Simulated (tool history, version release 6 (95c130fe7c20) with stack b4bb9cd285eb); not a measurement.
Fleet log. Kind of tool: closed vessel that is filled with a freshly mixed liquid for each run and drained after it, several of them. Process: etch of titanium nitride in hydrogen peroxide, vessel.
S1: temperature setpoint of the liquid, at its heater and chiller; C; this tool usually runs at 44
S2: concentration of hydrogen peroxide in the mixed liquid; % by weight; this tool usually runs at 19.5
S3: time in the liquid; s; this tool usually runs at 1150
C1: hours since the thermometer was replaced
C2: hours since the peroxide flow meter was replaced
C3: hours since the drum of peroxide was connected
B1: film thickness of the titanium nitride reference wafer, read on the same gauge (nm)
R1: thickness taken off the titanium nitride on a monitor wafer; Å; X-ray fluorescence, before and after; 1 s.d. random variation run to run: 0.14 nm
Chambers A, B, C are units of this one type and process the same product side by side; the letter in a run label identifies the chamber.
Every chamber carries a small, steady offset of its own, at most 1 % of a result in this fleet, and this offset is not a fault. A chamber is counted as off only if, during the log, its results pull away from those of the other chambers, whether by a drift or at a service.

run 1A hour=4.4 | S1=44 S2=19.5 S3=1150 | C1=1419 C2=599.4 C3=875.5 | B1=119.98 | R1=184.78
run 2C hour=9.3 | S1=44 S2=19.5 S3=1150 | C1=756 C2=217.7 C3=71.7 | B1=120 | R1=181.9
run 3B hour=12.7 | S1=44 S2=19.5 S3=1150 | C1=626.2 C2=190 C3=87.8 | B1=120.01 | R1=179.87
run 4B hour=14.9 | S1=44 S2=19.5 S3=1150 | C1=628.4 C2=192.2 C3=90 | B1=120 | R1=184.42
run 5C hour=17.2 | S1=44 S2=25 S3=1150 | C1=763.9 C2=225.6 C3=79.6 | B1=120.02 | R1=195.03
run 6A hour=20.3 | S1=44 S2=25 S3=1150 | C1=1434.9 C2=615.3 C3=891.4 | B1=120.01 | R1=193.78
run 7B hour=24.9 | S1=44 S2=25 S3=1150 | C1=638.4 C2=202.2 C3=100 | B1=120.01 | R1=192.73
run 8C hour=29.1 | S1=44 S2=19.5 S3=1150 | C1=775.8 C2=237.5 C3=91.5 | B1=119.98 | R1=181.26
run 9A hour=31.8 | S1=44 S2=19.5 S3=1150 | C1=1446.4 C2=626.8 C3=902.9 | B1=119.99 | R1=182.68
run 10B hour=36 | S1=44 S2=15 S3=1150 | C1=649.5 C2=213.3 C3=111.1 | B1=120.01 | R1=174.51
run 11C hour=39.2 | S1=44 S2=15 S3=1150 | C1=785.9 C2=247.6 C3=101.6 | B1=120.02 | R1=170.32
run 12A hour=41.7 | S1=44 S2=15 S3=1150 | C1=1456.3 C2=636.7 C3=912.8 | B1=120 | R1=175.48
run 13A hour=46.5 | S1=44 S2=19.5 S3=1150 | C1=1461.1 C2=641.5 C3=917.6 | B1=120 | R1=186.94
run 14B hour=48.8 | S1=44 S2=19.5 S3=1150 | C1=662.3 C2=226.1 C3=123.9 | B1=120 | R1=186.88
run 15C hour=53.7 | S1=44 S2=19.5 S3=1150 | C1=800.4 C2=262.1 C3=116.1 | B1=119.98 | R1=181.56
run 16C hour=57.3 | S1=35 S2=17.5 S3=1150 | C1=804 C2=265.7 C3=119.7 | B1=119.99 | R1=88.946
run 17A hour=60.8 | S1=35 S2=17.5 S3=1150 | C1=1475.4 C2=655.8 C3=931.9 | B1=119.99 | R1=89.045
run 18B hour=64.9 | S1=35 S2=17.5 S3=1150 | C1=678.4 C2=242.2 C3=140 | B1=119.99 | R1=94.86
run 19A hour=68.5 | S1=44 S2=19.5 S3=1150 | C1=1483.1 C2=663.5 C3=939.6 | B1=119.99 | R1=183.49
run 20C hour=71 | S1=44 S2=19.5 S3=1150 | C1=817.7 C2=279.4 C3=133.4 | B1=120 | R1=183.76
run 21B hour=75.2 | S1=44 S2=19.5 S3=1150 | C1=688.7 C2=252.5 C3=150.3 | B1=120 | R1=196.83
run 22B hour=77.5 | S1=44 S2=19.5 S3=1150 | C1=691 C2=254.8 C3=152.6 | B1=120.01 | R1=196.97
run 23C hour=82 | S1=44 S2=19.5 S3=1150 | C1=828.7 C2=290.4 C3=144.4 | B1=119.99 | R1=185.15
run 24A hour=85.8 | S1=44 S2=19.5 S3=1150 | C1=1500.4 C2=680.8 C3=956.9 | B1=120 | R1=184.7

Does one chamber stand apart from the rest, does the shared gauge drift, or is all well apart from small per-chamber offsets? Give the chamber and the most likely cause, where there is one.

One chamber, B, drifts off from the rest bit by bit.
Likeliest cause: liquid hotter than its thermometer reads (K) = 1.46.

Chamber B could run next with any of the 4 candidate recipes listed below; each alters the usual settings, and their results appear as question marks. Which one brings its results back in line with what the other chambers deliver on the usual settings?
In-line tolerance around the mean of the other chambers on the usual settings: R1 5.1 Å
run 25B-1 hour=89.5 | S1=44 S2=19.5 S3=1030 | R1=?
run 25B-2 hour=89.5 | S1=44 S2=19.5 S3=1425 | R1=?
run 25B-3 hour=89.5 | S1=44 S2=19.5 S3=1270 | R1=?
run 25B-4 hour=89.5 | S1=44 S2=19.5 S3=925 | R1=?

Usual-settings mean across the other chambers: R1 183.49 Å
run=25B-1 R1=184.18
run=25B-2 R1=254.81
run=25B-3 R1=227.09
run=25B-4 R1=165.4
25B-1 is the one that brings the chamber's results back in line with the other chambers.
